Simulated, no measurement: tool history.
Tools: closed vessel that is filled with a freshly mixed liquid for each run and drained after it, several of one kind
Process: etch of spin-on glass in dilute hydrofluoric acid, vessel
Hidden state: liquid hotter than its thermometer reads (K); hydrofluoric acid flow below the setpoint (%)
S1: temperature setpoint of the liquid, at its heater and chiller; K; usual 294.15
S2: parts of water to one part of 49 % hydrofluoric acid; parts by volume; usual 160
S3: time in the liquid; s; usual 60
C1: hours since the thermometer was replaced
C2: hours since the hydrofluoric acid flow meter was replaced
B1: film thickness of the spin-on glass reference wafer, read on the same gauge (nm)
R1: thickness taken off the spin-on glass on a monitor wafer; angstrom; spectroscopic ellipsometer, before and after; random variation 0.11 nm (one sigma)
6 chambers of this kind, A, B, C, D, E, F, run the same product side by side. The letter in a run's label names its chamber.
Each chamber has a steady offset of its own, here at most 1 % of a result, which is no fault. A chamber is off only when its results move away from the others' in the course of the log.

run 1B hour=4.6 | S1=294.15 S2=160 S3=60 | C1=905.4 C2=259.0 | B1=119.98 | R1=157.88
run 2A hour=7.2 | S1=294.15 S2=160 S3=60 | C1=349.0 C2=774.5 | B1=120.00 | R1=158.83
run 3D hour=9.7 | S1=294.15 S2=160 S3=60 | C1=287.6 C2=223.1 | B1=120.00 | R1=160.31
run 4F hour=14.5 | S1=294.15 S2=160 S3=60 | C1=2542.6 C2=88.6 | B1=120.01 | R1=159.72
run 5E hour=18.0 | S1=294.15 S2=160 S3=60 | C1=375.0 C2=165.6 | B1=119.98 | R1=158.00
run 6C hour=20.2 | S1=294.15 S2=160 S3=60 | C1=777.4 C2=443.8 | B1=120.00 | R1=160.52
run 7C hour=24.7 | S1=294.15 S2=160 S3=60 | C1=781.9 C2=448.3 | B1=119.98 | R1=159.47
run 8A hour=29.4 | S1=294.15 S2=160 S3=60 | C1=371.2 C2=796.7 | B1=120.01 | R1=159.22
run 9D hour=34.2 | S1=294.15 S2=160 S3=60 | C1=312.1 C2=247.6 | B1=120.01 | R1=161.45
run 10E hour=37.1 | S1=294.15 S2=160 S3=60 | C1=394.1 C2=184.7 | B1=119.99 | R1=158.51
run 11F hour=40.3 | S1=294.15 S2=160 S3=60 | C1=2568.4 C2=114.4 | B1=120.04 | R1=159.95
run 12B hour=43.1 | S1=294.15 S2=160 S3=60 | C1=943.9 C2=297.5 | B1=120.00 | R1=158.45
run 13B hour=46.5 | S1=294.15 S2=160 S3=60 | C1=947.3 C2=300.9 | B1=120.02 | R1=157.28
run 14E hour=49.9 | S1=294.15 S2=160 S3=60 | C1=406.9 C2=197.5 | B1=119.98 | R1=157.95
run 15F hour=52.8 | S1=294.15 S2=160 S3=60 | C1=2580.9 C2=126.9 | B1=120.00 | R1=160.19
run 16A hour=55.3 | S1=294.15 S2=160 S3=60 | C1=397.1 C2=822.6 | B1=119.97 | R1=160.45
run 17C hour=58.7 | S1=294.15 S2=160 S3=60 | C1=815.9 C2=482.3 | B1=119.98 | R1=158.32
run 18D hour=61.7 | S1=297.65 S2=160 S3=80 | C1=339.6 C2=275.1 | B1=120.02 | R1=242.82
run 19F hour=65.9 | S1=297.65 S2=160 S3=80 | C1=2594.0 C2=140.0 | B1=119.99 | R1=241.47
run 20E hour=70.5 | S1=297.65 S2=160 S3=80 | C1=427.5 C2=218.1 | B1=119.99 | R1=245.60
run 21D hour=74.2 | S1=297.65 S2=160 S3=80 | C1=352.1 C2=287.6 | B1=120.01 | R1=243.65
run 22C hour=78.8 | S1=297.65 S2=160 S3=80 | C1=836.0 C2=502.4 | B1=120.01 | R1=245.78
run 23A hour=81.1 | S1=297.65 S2=160 S3=80 | C1=422.9 C2=848.4 | B1=119.99 | R1=245.30
run 24B hour=83.3 | S1=294.15 S2=160 S3=60 | C1=984.1 C2=337.7 | B1=120.00 | R1=158.51
run 25B hour=86.8 | S1=294.15 S2=160 S3=60 | C1=987.6 C2=341.2 | B1=120.04 | R1=158.92
run 26E hour=91.0 | S1=294.15 S2=160 S3=60 | C1=448.0 C2=238.6 | B1=119.99 | R1=158.20
run 27F hour=95.0 | S1=294.15 S2=160 S3=60 | C1=2623.1 C2=169.1 | B1=120.03 | R1=158.87
run 28C hour=98.9 | S1=294.15 S2=160 S3=60 | C1=856.1 C2=522.5 | B1=120.00 | R1=160.85
run 29D hour=103.7 | S1=294.15 S2=160 S3=60 | C1=381.6 C2=317.1 | B1=119.99 | R1=160.60
run 30A hour=108.3 | S1=294.15 S2=160 S3=60 | C1=450.1 C2=875.6 | B1=119.99 | R1=158.10
run 31B hour=113.2 | S1=291.65 S2=160 S3=90 | C1=1014.0 C2=367.6 | B1=120.00 | R1=215.04
run 32A hour=115.7 | S1=291.65 S2=160 S3=90 | C1=457.5 C2=883.0 | B1=120.01 | R1=215.81
run 33C hour=119.9 | S1=291.65 S2=160 S3=90 | C1=877.1 C2=543.5 | B1=120.03 | R1=215.60
run 34D hour=122.1 | S1=291.65 S2=160 S3=90 | C1=400.0 C2=335.5 | B1=119.98 | R1=215.74
run 35E hour=125.5 | S1=291.65 S2=160 S3=90 | C1=482.5 C2=273.1 | B1=119.98 | R1=217.39
run 36F hour=127.7 | S1=291.65 S2=160 S3=90 | C1=2655.8 C2=201.8 | B1=120.02 | R1=217.30
run 37D hour=131.3 | S1=294.15 S2=160 S3=60 | C1=409.2 C2=344.7 | B1=120.02 | R1=160.83
run 38B hour=134.9 | S1=294.15 S2=160 S3=85 | C1=1035.7 C2=389.3 | B1=120.01 | R1=224.07
run 39E hour=137.9 | S1=294.15 S2=160 S3=85 | C1=494.9 C2=285.5 | B1=120.02 | R1=224.05
run 40C hour=142.8 | S1=294.15 S2=160 S3=85 | C1=900.0 C2=566.4 | B1=120.01 | R1=225.62

Next, every chamber runs the same settings. What will each give?
run 41A hour=146.3 | S1=290.15 S2=160 S3=60 | R1=?
run 41B hour=146.3 | S1=290.15 S2=160 S3=60 | R1=?
run 41C hour=146.3 | S1=290.15 S2=160 S3=60 | R1=?
run 41D hour=146.3 | S1=290.15 S2=160 S3=60 | R1=?
run 41E hour=146.3 | S1=290.15 S2=160 S3=60 | R1=?
run 41F hour=146.3 | S1=290.15 S2=160 S3=60 | R1=?

run=41A R1=137.40
run=41B R1=133.84
run=41C R1=134.64
run=41D R1=137.73
run=41E R1=135.43
run=41F R1=135.66
